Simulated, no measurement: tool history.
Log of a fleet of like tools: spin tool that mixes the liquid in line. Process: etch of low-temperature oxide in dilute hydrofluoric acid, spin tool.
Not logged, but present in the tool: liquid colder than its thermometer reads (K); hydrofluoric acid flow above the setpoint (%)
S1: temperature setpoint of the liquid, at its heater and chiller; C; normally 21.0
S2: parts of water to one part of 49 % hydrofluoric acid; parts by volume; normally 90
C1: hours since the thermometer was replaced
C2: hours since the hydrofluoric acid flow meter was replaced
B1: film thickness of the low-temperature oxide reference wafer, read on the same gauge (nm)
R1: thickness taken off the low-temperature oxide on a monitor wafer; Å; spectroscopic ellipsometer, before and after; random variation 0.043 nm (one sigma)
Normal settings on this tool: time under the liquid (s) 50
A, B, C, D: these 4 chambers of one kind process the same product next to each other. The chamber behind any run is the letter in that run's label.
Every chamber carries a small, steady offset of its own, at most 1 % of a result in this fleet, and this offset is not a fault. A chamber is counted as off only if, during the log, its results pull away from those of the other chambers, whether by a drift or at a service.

run 1D hour=11.7 | S1=21.0 S2=90 time_under_the_liquid_(s)=50 | C1=48.0 C2=215.9 | B1=60.001 | R1=88.060
run 2A hour=20.8 | S1=21.0 S2=90 time_under_the_liquid_(s)=50 | C1=156.4 C2=254.9 | B1=60.017 | R1=87.163
run 3B hour=30.8 | S1=21.0 S2=90 time_under_the_liquid_(s)=50 | C1=1038.2 C2=855.4 | B1=60.036 | R1=88.871
run 4C hour=40.8 | S1=21.0 S2=90 time_under_the_liquid_(s)=50 | C1=2332.9 C2=1095.4 | B1=60.006 | R1=88.344
run 5B hour=52.7 | S1=21.0 S2=90 time_under_the_liquid_(s)=50 | C1=1060.1 C2=877.3 | B1=60.001 | R1=88.515
run 6A hour=68.7 | S1=21.0 S2=90 time_under_the_liquid_(s)=50 | C1=204.3 C2=302.8 | B1=59.958 | R1=87.696
run 7D hour=76.8 | S1=21.0 S2=90 time_under_the_liquid_(s)=50 | C1=113.1 C2=281.0 | B1=60.003 | R1=88.293
run 8C hour=84.2 | S1=21.0 S2=90 time_under_the_liquid_(s)=50 | C1=2376.3 C2=1138.8 | B1=60.016 | R1=88.599
run 9B hour=98.6 | S1=21.0 S2=90 time_under_the_liquid_(s)=50 | C1=1106.0 C2=923.2 | B1=59.991 | R1=87.488
run 10D hour=114.7 | S1=21.0 S2=90 time_under_the_liquid_(s)=50 | C1=151.0 C2=318.9 | B1=59.996 | R1=87.551
run 11C hour=123.4 | S1=21.0 S2=90 time_under_the_liquid_(s)=50 | C1=2415.5 C2=1178.0 | B1=60.002 | R1=89.711
run 12A hour=132.7 | S1=21.0 S2=90 time_under_the_liquid_(s)=50 | C1=268.3 C2=366.8 | B1=60.015 | R1=86.843
run 13A hour=142.6 | S1=21.0 S2=90 time_under_the_liquid_(s)=50 | C1=278.2 C2=376.7 | B1=59.993 | R1=87.322
run 14C hour=150.1 | S1=21.0 S2=90 time_under_the_liquid_(s)=50 | C1=2442.2 C2=1204.7 | B1=60.010 | R1=88.618
run 15B hour=165.6 | S1=21.0 S2=90 time_under_the_liquid_(s)=50 | C1=1173.0 C2=990.2 | B1=60.002 | R1=88.220
run 16D hour=179.2 | S1=21.0 S2=90 time_under_the_liquid_(s)=50 | C1=215.5 C2=383.4 | B1=59.959 | R1=87.903
run 17D hour=194.0 | S1=21.0 S2=90 time_under_the_liquid_(s)=50 | C1=230.3 C2=398.2 | B1=59.996 | R1=88.237
run 18B hour=201.9 | S1=21.0 S2=90 time_under_the_liquid_(s)=50 | C1=1209.3 C2=1026.5 | B1=59.984 | R1=88.884
run 19C hour=213.1 | S1=21.0 S2=90 time_under_the_liquid_(s)=50 | C1=2505.2 C2=1267.7 | B1=59.976 | R1=88.754
run 20A hour=222.3 | S1=21.0 S2=90 time_under_the_liquid_(s)=50 | C1=357.9 C2=456.4 | B1=60.000 | R1=88.391
run 21B hour=236.2 | S1=21.0 S2=90 time_under_the_liquid_(s)=50 | C1=1243.6 C2=1060.8 | B1=60.004 | R1=88.012
run 22A hour=252.0 | S1=21.0 S2=90 time_under_the_liquid_(s)=50 | C1=387.6 C2=486.1 | B1=59.998 | R1=87.932
run 23D hour=265.2 | S1=21.0 S2=90 time_under_the_liquid_(s)=50 | C1=301.5 C2=469.4 | B1=60.032 | R1=88.324
run 24C hour=277.6 | S1=21.0 S2=90 time_under_the_liquid_(s)=50 | C1=2569.7 C2=1332.2 | B1=59.993 | R1=88.325
run 25D hour=285.5 | S1=21.0 S2=90 time_under_the_liquid_(s)=50 | C1=321.8 C2=489.7 | B1=60.016 | R1=88.227
run 26B hour=299.3 | S1=25.0 S2=90 time_under_the_liquid_(s)=60 | C1=1306.7 C2=1123.9 | B1=60.010 | R1=124.520
run 27A hour=308.2 | S1=25.0 S2=90 time_under_the_liquid_(s)=60 | C1=443.8 C2=542.3 | B1=59.981 | R1=121.410
run 28C hour=322.6 | S1=25.0 S2=90 time_under_the_liquid_(s)=60 | C1=2614.7 C2=1377.2 | B1=60.011 | R1=125.070
run 29B hour=329.9 | S1=25.0 S2=90 time_under_the_liquid_(s)=60 | C1=1337.3 C2=1154.5 | B1=59.992 | R1=125.470
run 30D hour=342.1 | S1=21.0 S2=90 time_under_the_liquid_(s)=50 | C1=378.4 C2=546.3 | B1=60.002 | R1=89.124
run 31A hour=353.2 | S1=21.0 S2=90 time_under_the_liquid_(s)=50 | C1=488.8 C2=587.3 | B1=60.018 | R1=88.110
run 32C hour=364.5 | S1=25.0 S2=125 time_under_the_liquid_(s)=50 | C1=2656.6 C2=1419.1 | B1=60.013 | R1=71.710
run 33A hour=375.6 | S1=25.0 S2=125 time_under_the_liquid_(s)=50 | C1=511.2 C2=609.7 | B1=59.992 | R1=70.571
run 34B hour=384.4 | S1=25.0 S2=125 time_under_the_liquid_(s)=50 | C1=1391.8 C2=1209.0 | B1=60.004 | R1=71.637
run 35D hour=392.7 | S1=25.0 S2=125 time_under_the_liquid_(s)=50 | C1=429.0 C2=596.9 | B1=59.983 | R1=71.158
-- hour=400.5 chamber C: hydrofluoric acid flow meter replaced
-- hour=408.6 chamber C: thermometer replaced
run 36C hour=408.7 | S1=21.0 S2=90 time_under_the_liquid_(s)=50 | C1=0.2 C2=8.2 | B1=60.004 | R1=88.504
run 37B hour=420.1 | S1=21.0 S2=70 time_under_the_liquid_(s)=50 | C1=1427.5 C2=1244.7 | B1=59.983 | R1=116.900
run 38D hour=432.2 | S1=21.0 S2=70 time_under_the_liquid_(s)=50 | C1=468.5 C2=636.4 | B1=60.017 | R1=117.580
run 39C hour=441.9 | S1=21.0 S2=70 time_under_the_liquid_(s)=50 | C1=33.4 C2=41.4 | B1=59.999 | R1=115.640
run 40A hour=452.0 | S1=21.0 S2=70 time_under_the_liquid_(s)=50 | C1=587.6 C2=686.1 | B1=59.975 | R1=115.860

Next, all 4 chambers run the settings below, one line each with question marks for the results. What does each chamber give?
run 41A hour=463.6 | S1=17.5 S2=90 time_under_the_liquid_(s)=50 | R1=?
run 41B hour=463.6 | S1=17.5 S2=90 time_under_the_liquid_(s)=50 | R1=?
run 41C hour=463.6 | S1=17.5 S2=90 time_under_the_liquid_(s)=50 | R1=?
run 41D hour=463.6 | S1=17.5 S2=90 time_under_the_liquid_(s)=50 | R1=?

run=41A R1=76.545
run=41B R1=76.266
run=41C R1=76.398
run=41D R1=75.672

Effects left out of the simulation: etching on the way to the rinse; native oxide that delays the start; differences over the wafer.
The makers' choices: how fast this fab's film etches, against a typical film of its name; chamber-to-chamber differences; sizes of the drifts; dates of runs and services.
